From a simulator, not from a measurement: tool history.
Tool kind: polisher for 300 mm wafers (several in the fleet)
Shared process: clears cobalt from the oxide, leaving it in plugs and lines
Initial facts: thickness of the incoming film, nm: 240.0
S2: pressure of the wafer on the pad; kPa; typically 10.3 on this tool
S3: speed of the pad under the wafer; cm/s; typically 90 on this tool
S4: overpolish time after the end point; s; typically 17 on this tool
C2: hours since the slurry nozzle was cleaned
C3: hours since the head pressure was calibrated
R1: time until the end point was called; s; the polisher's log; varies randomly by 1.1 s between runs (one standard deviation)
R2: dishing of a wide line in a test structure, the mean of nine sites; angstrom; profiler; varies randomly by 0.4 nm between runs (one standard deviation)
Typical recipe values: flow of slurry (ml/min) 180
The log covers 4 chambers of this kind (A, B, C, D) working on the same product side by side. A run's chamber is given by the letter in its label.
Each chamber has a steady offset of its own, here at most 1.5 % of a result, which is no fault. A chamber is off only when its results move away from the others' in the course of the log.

{"hour": 2.0, "done": "chamber B: worn pad replaced by a new one"}
{"run": "1D", "hour": 9.1, "flow of slurry (ml/min)": 180, "S2": 10.3, "S3": 90, "S4": 17, "wafers polished on this pad": 359, "C2": 344.1, "C3": 897.3, "R1": 83.532, "R2": 265.64}
{"run": "2C", "hour": 17.4, "flow of slurry (ml/min)": 180, "S2": 10.3, "S3": 90, "S4": 17, "wafers polished on this pad": 1201, "C2": 119, "C3": 162.7, "R1": 84.865, "R2": 269.48}
{"run": "3B", "hour": 25.1, "flow of slurry (ml/min)": 180, "S2": 10.3, "S3": 90, "S4": 17, "wafers polished on this pad": 228, "C2": 119.6, "C3": 465.7, "R1": 85.222, "R2": 273.84}
{"hour": 30.0, "done": "chamber C: worn pad replaced by a new one"}
{"run": "4A", "hour": 32.9, "flow of slurry (ml/min)": 180, "S2": 10.3, "S3": 90, "S4": 17, "wafers polished on this pad": 767, "C2": 85.2, "C3": 137.6, "R1": 82.382, "R2": 270.66}
{"run": "5C", "hour": 39.1, "flow of slurry (ml/min)": 180, "S2": 10.3, "S3": 90, "S4": 17, "wafers polished on this pad": 90, "C2": 140.7, "C3": 184.4, "R1": 86.089, "R2": 268.72}
{"hour": 39.4, "done": "chamber D: worn pad replaced by a new one"}
{"run": "6B", "hour": 43.4, "flow of slurry (ml/min)": 180, "S2": 10.3, "S3": 90, "S4": 17, "wafers polished on this pad": 409, "C2": 137.9, "C3": 484, "R1": 85.377, "R2": 269.45}
{"run": "7D", "hour": 53.1, "flow of slurry (ml/min)": 180, "S2": 10.3, "S3": 90, "S4": 17, "wafers polished on this pad": 135, "C2": 388.1, "C3": 941.3, "R1": 86.066, "R2": 255.89}
{"run": "8A", "hour": 57.6, "flow of slurry (ml/min)": 180, "S2": 10.3, "S3": 90, "S4": 17, "wafers polished on this pad": 1011, "C2": 109.9, "C3": 162.3, "R1": 87.045, "R2": 269.13}
{"run": "9D", "hour": 62.7, "flow of slurry (ml/min)": 180, "S2": 10.3, "S3": 90, "S4": 17, "wafers polished on this pad": 230, "C2": 397.7, "C3": 950.9, "R1": 83.699, "R2": 273.02}
{"run": "10B", "hour": 70.7, "flow of slurry (ml/min)": 180, "S2": 10.3, "S3": 90, "S4": 17, "wafers polished on this pad": 678, "C2": 165.2, "C3": 511.3, "R1": 84.849, "R2": 276.21}
{"run": "11C", "hour": 75.1, "flow of slurry (ml/min)": 115, "S2": 10.3, "S3": 64, "S4": 17, "wafers polished on this pad": 445, "C2": 176.7, "C3": 220.4, "R1": 129.15, "R2": 220.01}
{"run": "12A", "hour": 83.3, "flow of slurry (ml/min)": 115, "S2": 10.3, "S3": 64, "S4": 17, "wafers polished on this pad": 1264, "C2": 135.6, "C3": 188, "R1": 133.73, "R2": 210.27}
{"run": "13A", "hour": 92.9, "flow of slurry (ml/min)": 115, "S2": 10.3, "S3": 64, "S4": 17, "wafers polished on this pad": 1359, "C2": 145.2, "C3": 197.6, "R1": 137.45, "R2": 209.51}
{"run": "14B", "hour": 101.9, "flow of slurry (ml/min)": 115, "S2": 10.3, "S3": 64, "S4": 17, "wafers polished on this pad": 986, "C2": 196.4, "C3": 542.5, "R1": 131.81, "R2": 213.65}
{"hour": 103.3, "done": "chamber B: worn pad replaced by a new one"}
{"run": "15D", "hour": 107.3, "flow of slurry (ml/min)": 180, "S2": 10.3, "S3": 90, "S4": 17, "wafers polished on this pad": 670, "C2": 442.3, "C3": 995.5, "R1": 85.273, "R2": 267.31}
{"hour": 112.7, "done": "chamber D: worn pad replaced by a new one"}
{"run": "16C", "hour": 116.2, "flow of slurry (ml/min)": 180, "S2": 10.3, "S3": 90, "S4": 17, "wafers polished on this pad": 851, "C2": 217.8, "C3": 261.5, "R1": 82.524, "R2": 274.21}
{"run": "17C", "hour": 121.2, "flow of slurry (ml/min)": 180, "S2": 13.1, "S3": 62, "S4": 17, "wafers polished on this pad": 900, "C2": 222.8, "C3": 266.5, "R1": 97.798, "R2": 262.51}
{"run": "18B", "hour": 130.7, "flow of slurry (ml/min)": 180, "S2": 13.1, "S3": 62, "S4": 17, "wafers polished on this pad": 270, "C2": 225.2, "C3": 571.3, "R1": 95.119, "R2": 261.24}
{"run": "19A", "hour": 138.3, "flow of slurry (ml/min)": 180, "S2": 13.1, "S3": 62, "S4": 17, "wafers polished on this pad": 1807, "C2": 190.6, "C3": 243, "R1": 103.7, "R2": 244.84}
{"run": "20D", "hour": 146.2, "flow of slurry (ml/min)": 180, "S2": 13.1, "S3": 62, "S4": 17, "wafers polished on this pad": 330, "C2": 481.2, "C3": 1034.4, "R1": 97.915, "R2": 246.28}
{"run": "21A", "hour": 153.1, "flow of slurry (ml/min)": 180, "S2": 10.3, "S3": 70, "S4": 10, "wafers polished on this pad": 1953, "C2": 205.4, "C3": 257.8, "R1": 116.56, "R2": 155.7}
{"hour": 158.6, "done": "chamber D: slurry nozzle cleaned"}
{"run": "22D", "hour": 161.0, "flow of slurry (ml/min)": 180, "S2": 10.3, "S3": 70, "S4": 10, "wafers polished on this pad": 476, "C2": 2.5, "C3": 1049.2, "R1": 109.82, "R2": 162.49}
{"hour": 164.0, "done": "chamber C: worn pad replaced by a new one"}
{"run": "23C", "hour": 168.9, "flow of slurry (ml/min)": 180, "S2": 10.3, "S3": 70, "S4": 10, "wafers polished on this pad": 48, "C2": 270.5, "C3": 314.2, "R1": 109.22, "R2": 165.45}
{"run": "24B", "hour": 177.1, "flow of slurry (ml/min)": 180, "S2": 10.3, "S3": 70, "S4": 10, "wafers polished on this pad": 728, "C2": 271.6, "C3": 617.7, "R1": 108.06, "R2": 166.68}
{"run": "25D", "hour": 181.3, "flow of slurry (ml/min)": 180, "S2": 10.3, "S3": 90, "S4": 17, "wafers polished on this pad": 677, "C2": 22.8, "C3": 1069.5, "R1": 84.411, "R2": 273.49}
{"hour": 185.1, "done": "chamber B: worn pad replaced by a new one"}
{"hour": 187.2, "done": "chamber B: head pressure recalibrated"}
{"run": "26C", "hour": 190.5, "flow of slurry (ml/min)": 180, "S2": 10.3, "S3": 90, "S4": 17, "wafers polished on this pad": 261, "C2": 292.1, "C3": 335.8, "R1": 84.613, "R2": 272.42}
{"run": "27A", "hour": 197.1, "flow of slurry (ml/min)": 180, "S2": 10.3, "S3": 90, "S4": 17, "wafers polished on this pad": 2388, "C2": 249.4, "C3": 301.8, "R1": 95.464, "R2": 259.09}
{"run": "28B", "hour": 203.6, "flow of slurry (ml/min)": 180, "S2": 10.3, "S3": 90, "S4": 17, "wafers polished on this pad": 183, "C2": 298.1, "C3": 16.5, "R1": 86.529, "R2": 267.02}

What goes on in this fleet: one chamber off, a drifting gauge, or nothing beyond the chambers' own small offsets? Name the chamber and the cause, if any.

Chamber A drifts away from the others.
Cause: removal rate lost through wear of the pad, % = 10.4.
The log might look much the same if the cause were instead: slurry flow missing at the pad, %; head's pressure below its setpoint, %.

Chamber A could run next with any of the 4 candidate recipes listed below; each alters the usual settings, and their results appear as question marks. Which one brings its results back in line with what the other chambers deliver on the usual settings?
To be in line, a result may differ from the other chambers' mean on the usual settings by at most: R1 3.9 s; R2 14 angstrom
{"run": "29A-1", "hour": 210.7, "flow of slurry (ml/min)": 180, "S2": 10.3, "S3": 92, "S4": 17, "R1": "?", "R2": "?"}
{"run": "29A-2", "hour": 210.7, "flow of slurry (ml/min)": 180, "S2": 9.7, "S3": 86, "S4": 17, "R1": "?", "R2": "?"}
{"run": "29A-3", "hour": 210.7, "flow of slurry (ml/min)": 180, "S2": 10.3, "S3": 88, "S4": 17, "R1": "?", "R2": "?"}
{"run": "29A-4", "hour": 210.7, "flow of slurry (ml/min)": 180, "S2": 11, "S3": 96, "S4": 17, "R1": "?", "R2": "?"}

Other chambers, usual settings, mean: R1 84.631 s; R2 269.59 angstrom
run=29A-1 R1=92.815 R2=259.85
run=29A-2 R1=106.29 R2=241.46
run=29A-3 R1=97.046 R2=253.84
run=29A-4 R1=83.457 R2=273.93
29A-4 is the one that brings the chamber's results back in line with the other chambers.
